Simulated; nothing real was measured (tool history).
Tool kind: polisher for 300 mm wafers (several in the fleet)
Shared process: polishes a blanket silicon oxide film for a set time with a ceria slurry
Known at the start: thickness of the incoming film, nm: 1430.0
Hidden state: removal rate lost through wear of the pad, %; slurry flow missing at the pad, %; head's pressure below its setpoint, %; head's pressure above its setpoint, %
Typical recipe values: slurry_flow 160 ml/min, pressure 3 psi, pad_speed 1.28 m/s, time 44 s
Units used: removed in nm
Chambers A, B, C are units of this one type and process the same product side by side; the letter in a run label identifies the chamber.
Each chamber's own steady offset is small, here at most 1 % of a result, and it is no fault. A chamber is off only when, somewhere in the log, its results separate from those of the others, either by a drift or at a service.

run,day,slurry_flow,pressure,pad_speed,time,wafers polished on this pad,hours since the slurry nozzle was cleaned,hours since the head pressure was calibrated,removed
1A,0.183,160,3,1.28,44,533,106.6,569.3,196.89
2B,0.396,160,3,1.28,44,552,609.9,19.9,195.93
3C,0.738,160,3,1.28,44,368,542.6,1098,191.18
4C,1.096,160,3,1.28,44,444,551.2,1106.6,194
5B,1.312,160,3,1.28,44,746,631.9,41.9,195.94
6A,1.658,160,2.4,1.28,50,845,142,604.7,179.01
7B,1.971,160,2.4,1.28,50,885,647.7,57.7,181.53
# day 2.038: chamber C: worn pad replaced by a new one
8A,2.358,160,2.4,1.28,50,993,158.8,621.5,178.22
9C,2.688,160,3,1.28,44,137,589.4,1144.8,195.42
10C,3.058,160,3,1.28,44,215,598.3,1153.7,192.78
11B,3.246,160,3,1.28,44,1155,678.3,88.3,194.04
12A,3.558,160,3,1.28,44,1247,187.6,650.3,195.09
13C,3.896,160,3,1.28,44,393,618.4,1173.8,195.71
# day 4.012: chamber C: slurry nozzle cleaned
14A,4.254,160,3,1.28,44,1394,204.3,667,198.9
15B,4.429,160,3,1.28,44,1405,706.7,116.7,197.82
# day 4.592: chamber B: worn pad replaced by a new one
16A,4.804,160,3,1.28,44,1510,217.5,680.2,192.33
# day 5.046: chamber A: worn pad replaced by a new one
17C,5.104,160,3,1.28,44,648,26.2,1202.8,199.68
# day 5.292: chamber C: worn pad replaced by a new one
18B,5.438,160,3,1.28,44,179,730.9,140.9,196.17
19A,5.762,160,3,1.28,44,151,240.5,703.2,198.6
20C,5.992,160,3,1.28,44,148,47.5,1224.1,199.35
21B,6.362,160,3,1.28,44,375,753.1,163.1,195.82
# day 6.429: chamber A: head pressure recalibrated
22C,6.638,160,3,1.28,44,285,63,1239.6,197
# day 6.812: chamber A: slurry nozzle cleaned
# day 6.888: chamber C: head pressure recalibrated
23B,7.004,160,3,1.28,44,510,768.5,178.5,194.91
24A,7.25,115,3,1.28,39,466,10.5,19.7,165.66
25B,7.496,115,3,1.28,39,614,780.3,190.3,165.7
26C,7.729,115,3,1.28,39,516,89.2,20.2,164.49
27A,7.954,195,3,1.28,52,615,27.4,36.6,235.96
28C,8.162,195,3,1.28,52,608,99.6,30.6,232.51
# day 8.354: chamber B: slurry nozzle cleaned
29A,8.404,195,3,1.28,52,710,38.2,47.4,239.89
# day 8.417: chamber C: worn pad replaced by a new one
30B,8.679,160,3,1.28,44,865,7.9,218.7,194.98
31C,8.879,160,3,1.28,44,98,116.8,47.8,201.4
32B,9.046,160,3,1.28,44,942,16.7,227.5,194.85
33A,9.358,160,3,1.28,44,912,61.1,70.3,192.96
34C,9.567,160,3,1.28,44,243,133.3,64.3,197.5
35B,9.904,160,3,1.28,44,1124,37.3,248.1,196.96
36A,10.138,160,3,1.28,44,1077,79.8,89,199.55
37C,10.342,160,3,1.28,44,407,151.9,82.9,194.46
# day 10.554: chamber B: worn pad replaced by a new one
38B,10.696,160,3,1.28,44,29,56.3,267.1,196.45
39A,11.021,160,3,1.28,44,1264,101,110.2,201.27
40A,11.317,160,3,1.28,34,1326,108.1,117.3,150.59

Which is it: a chamber that has drifted or been left off by a service, a gauge drift common to all chambers, or only each chamber's usual small offset? If a chamber is off, name it and its likeliest cause.

Nothing is wrong: each chamber keeps only its own small, steady offset and the gauge holds still.
